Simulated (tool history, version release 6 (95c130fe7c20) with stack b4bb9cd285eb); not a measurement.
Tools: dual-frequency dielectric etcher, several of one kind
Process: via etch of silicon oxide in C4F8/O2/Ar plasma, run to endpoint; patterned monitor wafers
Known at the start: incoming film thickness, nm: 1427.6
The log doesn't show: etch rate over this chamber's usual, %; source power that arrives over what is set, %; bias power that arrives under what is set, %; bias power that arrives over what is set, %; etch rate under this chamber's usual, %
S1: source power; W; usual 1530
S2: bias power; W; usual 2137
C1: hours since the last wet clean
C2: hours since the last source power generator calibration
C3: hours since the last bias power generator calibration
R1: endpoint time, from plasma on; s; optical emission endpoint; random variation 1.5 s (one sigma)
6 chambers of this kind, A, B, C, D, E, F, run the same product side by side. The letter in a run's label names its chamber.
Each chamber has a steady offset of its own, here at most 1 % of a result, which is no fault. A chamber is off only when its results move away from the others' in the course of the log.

Run 1D, hour 5.2: usual settings; C1 366.6; C2 3171.3; C3 1790.2. Result: R1 311.15 s.
Run 2A, hour 12.3: usual settings; C1 195.3; C2 3261.6; C3 1285.3. Result: R1 309.74 s.
Run 3B, hour 17.2: usual settings; C1 261.8; C2 748.4; C3 1183.9. Result: R1 304.34 s.
Run 4C, hour 21.5: usual settings; C1 36.9; C2 2069.4; C3 1019. Result: R1 307.3 s.
Run 5E, hour 28.8: usual settings; C1 633.3; C2 1157.2; C3 816.5. Result: R1 302.81 s.
Run 6F, hour 32.8: usual settings; C1 330.3; C2 862.1; C3 901.1. Result: R1 308.26 s.
Run 7E, hour 38: usual settings but S1 1170 W, S2 1830 W; C1 642.5; C2 1166.4; C3 825.7. Result: R1 357.19 s.
Run 8D, hour 45: usual settings but S1 1170 W, S2 1830 W; C1 406.4; C2 3211.1; C3 1830. Result: R1 364.34 s.
Run 9F, hour 52.7: usual settings but S1 1170 W, S2 1830 W; C1 350.2; C2 882; C3 921. Result: R1 354.48 s.
Run 10C, hour 57.9: usual settings but S1 1170 W, S2 1830 W; C1 73.3; C2 2105.8; C3 1055.4. Result: R1 352.29 s.
Run 11A, hour 65.3: usual settings but S1 1170 W, S2 1830 W; C1 248.3; C2 3314.6; C3 1338.3. Result: R1 359.36 s.
Run 12B, hour 73: usual settings but S1 1170 W, S2 1830 W; C1 317.6; C2 804.2; C3 1239.7. Result: R1 354.01 s.
Run 13C, hour 78.4: usual settings; C1 93.8; C2 2126.3; C3 1075.9. Result: R1 308.02 s.
Run 14E, hour 83.9: usual settings but S1 1670 W, S2 1639 W; C1 688.4; C2 1212.3; C3 871.6. Result: R1 320.9 s.
Run 15D, hour 87.6: usual settings but S1 1670 W, S2 1639 W; C1 449; C2 3253.7; C3 1872.6. Result: R1 325.53 s.
At hour 92.7: chamber E: wet clean of the chamber.
Run 16B, hour 94.4: usual settings but S1 1670 W, S2 1639 W; C1 339; C2 825.6; C3 1261.1. Result: R1 314.76 s.
Run 17F, hour 101.4: usual settings but S1 1670 W, S2 1639 W; C1 398.9; C2 930.7; C3 969.7. Result: R1 314.6 s.
Run 18A, hour 106: usual settings but S1 1670 W, S2 1639 W; C1 289; C2 3355.3; C3 1379. Result: R1 320.42 s.
Run 19E, hour 113.2: usual settings but S1 1670 W, S2 1639 W; C1 20.5; C2 1241.6; C3 900.9. Result: R1 318.96 s.
Run 20D, hour 117.2: usual settings; C1 478.6; C2 3283.3; C3 1902.2. Result: R1 313.55 s.
Run 21C, hour 120.8: usual settings; C1 136.2; C2 2168.7; C3 1118.3. Result: R1 304.68 s.
Run 22F, hour 125.2: usual settings; C1 422.7; C2 954.5; C3 993.5. Result: R1 301.25 s.
Run 23B, hour 131.4: usual settings; C1 376; C2 862.6; C3 1298.1. Result: R1 305.65 s.
Run 24A, hour 138.9: usual settings but S1 1790 W; C1 321.9; C2 3388.2; C3 1411.9. Result: R1 288.2 s.
Run 25C, hour 144.5: usual settings but S1 1790 W; C1 159.9; C2 2192.4; C3 1142. Result: R1 285.86 s.
Run 26D, hour 152: usual settings but S1 1790 W; C1 513.4; C2 3318.1; C3 1937. Result: R1 290.21 s.
Run 27F, hour 158.9: usual settings but S1 1790 W; C1 456.4; C2 988.2; C3 1027.2. Result: R1 277.43 s.
Run 28E, hour 164.3: usual settings but S1 1790 W; C1 71.6; C2 1292.7; C3 952. Result: R1 287.3 s.
Run 29B, hour 169.2: usual settings but S1 1790 W; C1 413.8; C2 900.4; C3 1335.9. Result: R1 285.34 s.
Run 30A, hour 176.7: usual settings; C1 359.7; C2 3426; C3 1449.7. Result: R1 309.24 s.
Run 31E, hour 184.1: usual settings but S2 1637 W; C1 91.4; C2 1312.5; C3 971.8. Result: R1 333.06 s.
Run 32F, hour 190.4: usual settings but S2 1637 W; C1 487.9; C2 1019.7; C3 1058.7. Result: R1 318.09 s.
Run 33A, hour 195.2: usual settings but S2 1637 W; C1 378.2; C2 3444.5; C3 1468.2. Result: R1 333.76 s.
Run 34C, hour 201.9: usual settings but S2 1637 W; C1 217.3; C2 2249.8; C3 1199.4. Result: R1 330.63 s.
Run 35D, hour 206.5: usual settings but S2 1637 W; C1 567.9; C2 3372.6; C3 1991.5. Result: R1 333.17 s.
Run 36B, hour 213.8: usual settings but S2 1637 W; C1 458.4; C2 945; C3 1380.5. Result: R1 330.6 s.

What goes on in this fleet: one chamber off, a drifting gauge, or nothing beyond the chambers' own small offsets? Name the chamber and the cause, if any.

Chamber F drifts away from the others.
Cause: etch rate over this chamber's usual, % = 5.

Here are 4 candidates for chamber F's next run, each the usual settings with a change, their results left as question marks. Which one brings its results back in line with what the others give on the usual settings?
In line means no further than this from the other chambers' mean on the usual settings: R1 5.2 s
Run 37F-1, hour 219.5: usual settings but S1 1670 W, S2 2277 W. Result: R1 ?.
Run 37F-2, hour 219.5: usual settings but S1 1200 W. Result: R1 ?.
Run 37F-3, hour 219.5: usual settings but S1 1390 W, S2 1997 W. Result: R1 ?.
Run 37F-4, hour 219.5: usual settings but S1 1800 W, S2 2411 W. Result: R1 ?.

The other chambers' mean on the usual settings: R1 307.28 s
  run      R1
37F-1  274.94
37F-2  319.89
37F-3  307.56
37F-4  262.34
37F-3 brings the chamber back in line.
